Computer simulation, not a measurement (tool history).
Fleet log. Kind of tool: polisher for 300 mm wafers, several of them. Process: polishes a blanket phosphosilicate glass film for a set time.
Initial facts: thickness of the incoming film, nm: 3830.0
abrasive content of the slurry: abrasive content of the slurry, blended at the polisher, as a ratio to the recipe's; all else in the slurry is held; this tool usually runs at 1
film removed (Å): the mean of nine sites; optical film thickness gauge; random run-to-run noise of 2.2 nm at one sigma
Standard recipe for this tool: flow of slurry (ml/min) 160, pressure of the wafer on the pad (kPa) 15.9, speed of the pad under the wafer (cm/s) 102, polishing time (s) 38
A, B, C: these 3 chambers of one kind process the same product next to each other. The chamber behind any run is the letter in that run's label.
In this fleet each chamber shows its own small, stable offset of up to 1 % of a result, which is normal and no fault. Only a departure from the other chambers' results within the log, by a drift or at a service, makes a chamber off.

run,hour,flow of slurry (ml/min),pressure of the wafer on the pad (kPa),speed of the pad under the wafer (cm/s),abrasive content of the slurry,polishing time (s),film removed (Å)
1C,3.5,160,15.9,102,1,38,2426.7
2B,7.8,160,15.9,102,1,38,2441.8
3A,11.3,160,15.9,102,1,38,2414.9
4C,15.7,160,15.9,102,1,38,2445.3
5A,21.1,160,15.9,102,1,38,2413.5
6B,24.2,160,15.9,102,1,38,2465.8
7C,26.8,205,15.9,102,1,26,1757.5
8B,32.0,205,15.9,102,1,26,1737.0
9A,34.7,205,15.9,102,1,26,1684.4
10A,40.5,160,15.9,102,1,38,2468.6
# hour 45.2: chamber B: slurry nozzle cleaned
11B,45.6,160,15.9,102,1,38,2445.5
# hour 47.6: chamber C: conditioning disc replaced and pad reconditioned
12C,51.0,160,15.9,102,1,38,2413.5
13C,53.9,160,15.9,102,1,38,2389.7
# hour 56.5: chamber C: head pressure recalibrated
14A,58.4,160,15.9,102,1,38,2404.7
15B,61.1,160,15.9,102,1,38,2460.9
16C,65.6,160,15.9,102,1,38,2651.7
17B,70.0,160,15.9,102,1,38,2405.1
# hour 74.0: chamber A: conditioning disc replaced and pad reconditioned
18A,74.1,160,15.9,102,1,38,2416.5
19C,77.0,160,15.9,102,1,32,2226.3
20B,80.7,160,15.9,102,1,32,2052.3
21A,84.3,160,15.9,102,1,32,2015.9
# hour 86.1: chamber A: worn pad replaced by a new one
22A,87.0,160,15.9,102,1,38,2430.4
# hour 89.9: chamber C: worn pad replaced by a new one
23C,92.4,160,15.9,102,1,38,2602.3

All 3 chambers run these settings next. Forecast each chamber's results:
24A,96.6,205,15.9,102,1,38,?
24B,96.6,205,15.9,102,1,38,?
24C,96.6,205,15.9,102,1,38,?

run,film removed (Å)
24A,2504.2
24B,2565.9
24C,2712.7
